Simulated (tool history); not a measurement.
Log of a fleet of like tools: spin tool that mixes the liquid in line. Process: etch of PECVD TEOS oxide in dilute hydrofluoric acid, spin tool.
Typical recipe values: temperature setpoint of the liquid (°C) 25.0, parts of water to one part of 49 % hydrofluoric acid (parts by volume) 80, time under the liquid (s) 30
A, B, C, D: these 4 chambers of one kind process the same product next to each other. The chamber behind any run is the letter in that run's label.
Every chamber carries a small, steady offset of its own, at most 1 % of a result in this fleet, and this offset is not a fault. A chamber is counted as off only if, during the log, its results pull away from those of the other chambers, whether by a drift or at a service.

run	hour	temperature setpoint of the liquid (°C)	parts of water to one part of 49 % hydrofluoric acid (parts by volume)	time under the liquid (s)	read-back film thickness of the PECVD TEOS oxide reference wafer, read on the same gauge (nm)	thickness taken off the PECVD TEOS oxide on a monitor wafer (angstrom)
1C	12.2	25.0	80	30	89.984	58.436
2D	27.0	25.0	80	30	90.010	58.236
3B	36.7	25.0	80	30	89.932	58.614
# hour 39.7: chamber A: thermometer replaced
4A	45.0	25.0	80	30	90.002	57.962
# hour 49.0: chamber D: thermometer replaced
5A	54.8	25.0	80	30	89.976	58.082
6B	66.4	25.0	80	30	90.018	58.547
7D	73.8	25.0	80	30	90.012	58.070
8C	86.8	28.5	55	30	89.995	100.640
# hour 89.8: chamber B: hydrofluoric acid flow meter replaced
# hour 97.1: chamber D: hydrofluoric acid flow meter replaced
9D	101.8	28.5	55	30	89.993	102.800
10C	108.8	28.5	55	30	89.993	100.650
11A	120.0	28.5	55	30	90.000	100.380
12B	127.7	23.5	80	30	90.031	55.005
13A	140.6	23.5	80	30	90.030	55.166
14B	156.9	23.5	80	30	89.975	55.288
15D	166.8	23.5	80	30	90.005	54.995
16C	175.4	25.0	80	30	90.037	58.223
17D	191.6	25.0	80	30	90.000	58.700
18A	200.7	25.0	80	30	90.020	57.614
19B	210.9	25.0	50	30	89.987	98.390
20C	218.6	25.0	50	30	90.006	95.167
21D	225.7	25.0	50	30	90.009	98.920
22B	241.1	25.0	50	30	89.976	98.904
23A	256.6	25.0	80	30	90.039	57.267
24C	268.9	25.0	80	30	90.006	58.873
25A	276.1	25.0	80	30	90.008	56.552
26C	286.7	25.0	80	30	89.963	58.577
27B	295.9	25.0	80	30	90.028	58.462
28D	305.9	25.0	80	30	89.992	57.843
29C	315.2	25.0	80	30	90.002	58.510
30D	322.5	25.0	80	30	90.059	58.339
31B	335.0	25.0	80	30	89.952	58.082
32A	351.2	25.0	80	30	90.030	55.606
33C	360.1	25.0	65	30	89.971	73.233
34D	369.0	25.0	65	30	89.977	73.836
35B	378.2	25.0	65	30	89.991	74.942
36A	388.7	25.0	65	30	89.965	67.875
37A	398.0	25.0	80	30	89.965	54.203
38B	412.9	25.0	80	30	89.955	58.912
39C	429.0	25.0	80	30	90.018	58.087
40D	439.7	25.0	80	30	89.960	59.033

One chamber off, gauge drift, or nothing amiss beyond the chambers' own small offsets? If it is a chamber, which one, and what is the likeliest cause?

One chamber, A, drifts off from the rest bit by bit.
Likeliest cause: hydrofluoric acid flow below the setpoint (%) = 7.44.
The log may not tell that from: liquid colder than its thermometer reads (K).

Chamber A could run next with any of the 4 candidate recipes listed below; each alters the usual settings, and their results appear as question marks. Which one brings its results back in line with what the other chambers deliver on the usual settings?
Counts as in line when no further than this from what the other chambers average on the usual settings: thickness taken off the PECVD TEOS oxide on a monitor wafer (angstrom) 1.300
41A-1	451.4	24.5	85	30		?
41A-2	451.4	25.5	80	35		?
41A-3	451.4	20.5	80	30		?
41A-4	451.4	27.0	80	30		?

Average result of the remaining chambers running the usual settings: thickness taken off the PECVD TEOS oxide on a monitor wafer (angstrom) 58.564
run	thickness taken off the PECVD TEOS oxide on a monitor wafer (angstrom)
41A-1	49.267
41A-2	63.863
41A-3	44.844
41A-4	58.035
With 41A-4, the chamber falls back in line with the rest.

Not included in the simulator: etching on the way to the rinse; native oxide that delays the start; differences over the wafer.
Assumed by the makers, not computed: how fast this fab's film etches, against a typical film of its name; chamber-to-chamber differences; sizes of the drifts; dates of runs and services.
